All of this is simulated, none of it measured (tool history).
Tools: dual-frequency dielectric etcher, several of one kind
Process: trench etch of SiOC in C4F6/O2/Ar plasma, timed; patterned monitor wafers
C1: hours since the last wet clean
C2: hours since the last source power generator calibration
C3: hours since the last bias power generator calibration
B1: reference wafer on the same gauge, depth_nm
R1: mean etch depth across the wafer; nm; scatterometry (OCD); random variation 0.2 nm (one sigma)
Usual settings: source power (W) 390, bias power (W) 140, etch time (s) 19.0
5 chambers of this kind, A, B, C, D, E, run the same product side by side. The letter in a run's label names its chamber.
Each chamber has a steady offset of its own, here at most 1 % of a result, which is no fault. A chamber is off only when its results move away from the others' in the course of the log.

run 1C hour=2.3 | source_power_(W)=390 bias_power_(W)=140 etch_time_(s)=19.0 | C1=201.0 C2=1824.0 C3=417.7 | B1=30.819 | R1=36.143
run 2D hour=5.6 | source_power_(W)=390 bias_power_(W)=140 etch_time_(s)=19.0 | C1=144.3 C2=958.6 C3=772.7 | B1=30.771 | R1=36.076
run 3A hour=8.9 | source_power_(W)=390 bias_power_(W)=140 etch_time_(s)=19.0 | C1=35.0 C2=3196.8 C3=1144.3 | B1=30.802 | R1=36.368
run 4B hour=13.4 | source_power_(W)=390 bias_power_(W)=140 etch_time_(s)=19.0 | C1=195.5 C2=1269.9 C3=426.4 | B1=30.847 | R1=35.991
run 5E hour=18.4 | source_power_(W)=340 bias_power_(W)=158 etch_time_(s)=19.0 | C1=457.8 C2=1762.7 C3=4972.7 | B1=30.772 | R1=35.238
run 6C hour=23.1 | source_power_(W)=340 bias_power_(W)=158 etch_time_(s)=19.0 | C1=221.8 C2=1844.8 C3=438.5 | B1=30.764 | R1=35.711
run 7E hour=26.4 | source_power_(W)=340 bias_power_(W)=158 etch_time_(s)=19.0 | C1=465.8 C2=1770.7 C3=4980.7 | B1=30.836 | R1=35.158
run 8D hour=30.3 | source_power_(W)=340 bias_power_(W)=158 etch_time_(s)=19.0 | C1=169.0 C2=983.3 C3=797.4 | B1=30.799 | R1=35.673
run 9A hour=34.9 | source_power_(W)=340 bias_power_(W)=158 etch_time_(s)=19.0 | C1=61.0 C2=3222.8 C3=1170.3 | B1=30.793 | R1=35.769
run 10B hour=38.6 | source_power_(W)=390 bias_power_(W)=140 etch_time_(s)=19.0 | C1=220.7 C2=1295.1 C3=451.6 | B1=30.818 | R1=35.939
run 11A hour=41.8 | source_power_(W)=340 bias_power_(W)=158 etch_time_(s)=19.0 | C1=67.9 C2=3229.7 C3=1177.2 | B1=30.792 | R1=35.820
run 12B hour=44.6 | source_power_(W)=340 bias_power_(W)=158 etch_time_(s)=19.0 | C1=226.7 C2=1301.1 C3=457.6 | B1=30.791 | R1=35.054
run 13E hour=46.9 | source_power_(W)=340 bias_power_(W)=158 etch_time_(s)=19.0 | C1=486.3 C2=1791.2 C3=5001.2 | B1=30.806 | R1=35.361
-- hour=51.5 chamber E: wet clean of the chamber
run 14C hour=51.7 | source_power_(W)=340 bias_power_(W)=158 etch_time_(s)=19.0 | C1=250.4 C2=1873.4 C3=467.1 | B1=30.811 | R1=35.743
run 15D hour=56.5 | source_power_(W)=340 bias_power_(W)=158 etch_time_(s)=19.0 | C1=195.2 C2=1009.5 C3=823.6 | B1=30.831 | R1=35.192
run 16C hour=59.0 | source_power_(W)=390 bias_power_(W)=140 etch_time_(s)=19.0 | C1=257.7 C2=1880.7 C3=474.4 | B1=30.777 | R1=36.316
run 17A hour=61.9 | source_power_(W)=390 bias_power_(W)=140 etch_time_(s)=19.0 | C1=88.0 C2=3249.8 C3=1197.3 | B1=30.818 | R1=36.108
run 18E hour=65.1 | source_power_(W)=390 bias_power_(W)=140 etch_time_(s)=19.0 | C1=13.7 C2=1809.4 C3=5019.4 | B1=30.795 | R1=34.991
run 19B hour=69.5 | source_power_(W)=390 bias_power_(W)=140 etch_time_(s)=19.0 | C1=251.6 C2=1326.0 C3=482.5 | B1=30.821 | R1=35.804
run 20D hour=73.2 | source_power_(W)=350 bias_power_(W)=140 etch_time_(s)=16.5 | C1=211.9 C2=1026.2 C3=840.3 | B1=30.796 | R1=29.758
run 21D hour=75.4 | source_power_(W)=350 bias_power_(W)=140 etch_time_(s)=16.5 | C1=214.1 C2=1028.4 C3=842.5 | B1=30.790 | R1=29.642
run 22B hour=78.1 | source_power_(W)=350 bias_power_(W)=140 etch_time_(s)=16.5 | C1=260.2 C2=1334.6 C3=491.1 | B1=30.823 | R1=29.865
run 23E hour=82.5 | source_power_(W)=350 bias_power_(W)=140 etch_time_(s)=16.5 | C1=31.1 C2=1826.8 C3=5036.8 | B1=30.746 | R1=29.163
run 24C hour=86.4 | source_power_(W)=350 bias_power_(W)=140 etch_time_(s)=16.5 | C1=285.1 C2=1908.1 C3=501.8 | B1=30.817 | R1=29.996
run 25A hour=88.8 | source_power_(W)=390 bias_power_(W)=140 etch_time_(s)=24.0 | C1=114.9 C2=3276.7 C3=1224.2 | B1=30.802 | R1=46.017
run 26E hour=91.0 | source_power_(W)=390 bias_power_(W)=140 etch_time_(s)=24.0 | C1=39.6 C2=1835.3 C3=5045.3 | B1=30.811 | R1=43.859
run 27A hour=95.8 | source_power_(W)=390 bias_power_(W)=140 etch_time_(s)=24.0 | C1=121.9 C2=3283.7 C3=1231.2 | B1=30.795 | R1=46.185
run 28B hour=98.2 | source_power_(W)=390 bias_power_(W)=140 etch_time_(s)=24.0 | C1=280.3 C2=1354.7 C3=511.2 | B1=30.823 | R1=45.638
run 29C hour=100.7 | source_power_(W)=390 bias_power_(W)=140 etch_time_(s)=24.0 | C1=299.4 C2=1922.4 C3=516.1 | B1=30.772 | R1=45.826
run 30D hour=104.5 | source_power_(W)=390 bias_power_(W)=140 etch_time_(s)=19.0 | C1=243.2 C2=1057.5 C3=871.6 | B1=30.740 | R1=35.615
run 31A hour=107.6 | source_power_(W)=390 bias_power_(W)=140 etch_time_(s)=19.0 | C1=133.7 C2=3295.5 C3=1243.0 | B1=30.810 | R1=36.086
run 32C hour=111.2 | source_power_(W)=390 bias_power_(W)=140 etch_time_(s)=19.0 | C1=309.9 C2=1932.9 C3=526.6 | B1=30.788 | R1=36.283
run 33B hour=115.7 | source_power_(W)=390 bias_power_(W)=140 etch_time_(s)=19.0 | C1=297.8 C2=1372.2 C3=528.7 | B1=30.780 | R1=36.054
run 34D hour=120.5 | source_power_(W)=390 bias_power_(W)=140 etch_time_(s)=19.0 | C1=259.2 C2=1073.5 C3=887.6 | B1=30.772 | R1=35.807
run 35E hour=123.9 | source_power_(W)=390 bias_power_(W)=140 etch_time_(s)=19.0 | C1=72.5 C2=1868.2 C3=5078.2 | B1=30.794 | R1=35.042
run 36C hour=126.7 | source_power_(W)=390 bias_power_(W)=140 etch_time_(s)=19.0 | C1=325.4 C2=1948.4 C3=542.1 | B1=30.862 | R1=36.380
run 37B hour=130.5 | source_power_(W)=390 bias_power_(W)=140 etch_time_(s)=19.0 | C1=312.6 C2=1387.0 C3=543.5 | B1=30.772 | R1=36.010
run 38E hour=134.4 | source_power_(W)=390 bias_power_(W)=140 etch_time_(s)=19.0 | C1=83.0 C2=1878.7 C3=5088.7 | B1=30.791 | R1=34.845
run 39A hour=139.3 | source_power_(W)=390 bias_power_(W)=140 etch_time_(s)=19.0 | C1=165.4 C2=3327.2 C3=1274.7 | B1=30.804 | R1=35.892
run 40D hour=143.7 | source_power_(W)=390 bias_power_(W)=140 etch_time_(s)=19.0 | C1=282.4 C2=1096.7 C3=910.8 | B1=30.815 | R1=35.816
run 41A hour=146.7 | source_power_(W)=390 bias_power_(W)=140 etch_time_(s)=19.0 | C1=172.8 C2=3334.6 C3=1282.1 | B1=30.828 | R1=36.423

Is one chamber off against the others, does the gauge drift, or is nothing wrong? If a chamber is off, say which, and what the likeliest cause is.

A service left chamber E off against the others.
Cause: etch rate under this chamber's usual, % = 2.94.

Here are 4 candidates for chamber E's next run, each the usual settings with a change, their results left as question marks. Which one brings its results back in line with what the others give on the usual settings?
In line means no further than this from the other chambers' mean on the usual settings: R1 0.680 nm
run 42E-1 hour=150.3 | source_power_(W)=380 bias_power_(W)=138 etch_time_(s)=18.0 | R1=?
run 42E-2 hour=150.3 | source_power_(W)=390 bias_power_(W)=141 etch_time_(s)=19.5 | R1=?
run 42E-3 hour=150.3 | source_power_(W)=460 bias_power_(W)=140 etch_time_(s)=19.0 | R1=?
run 42E-4 hour=150.3 | source_power_(W)=390 bias_power_(W)=139 etch_time_(s)=18.5 | R1=?

The other chambers' mean on the usual settings: R1 36.114 nm
run=42E-1 R1=32.483
run=42E-2 R1=35.782
run=42E-3 R1=37.164
run=42E-4 R1=33.805
42E-2 brings the chamber back in line.
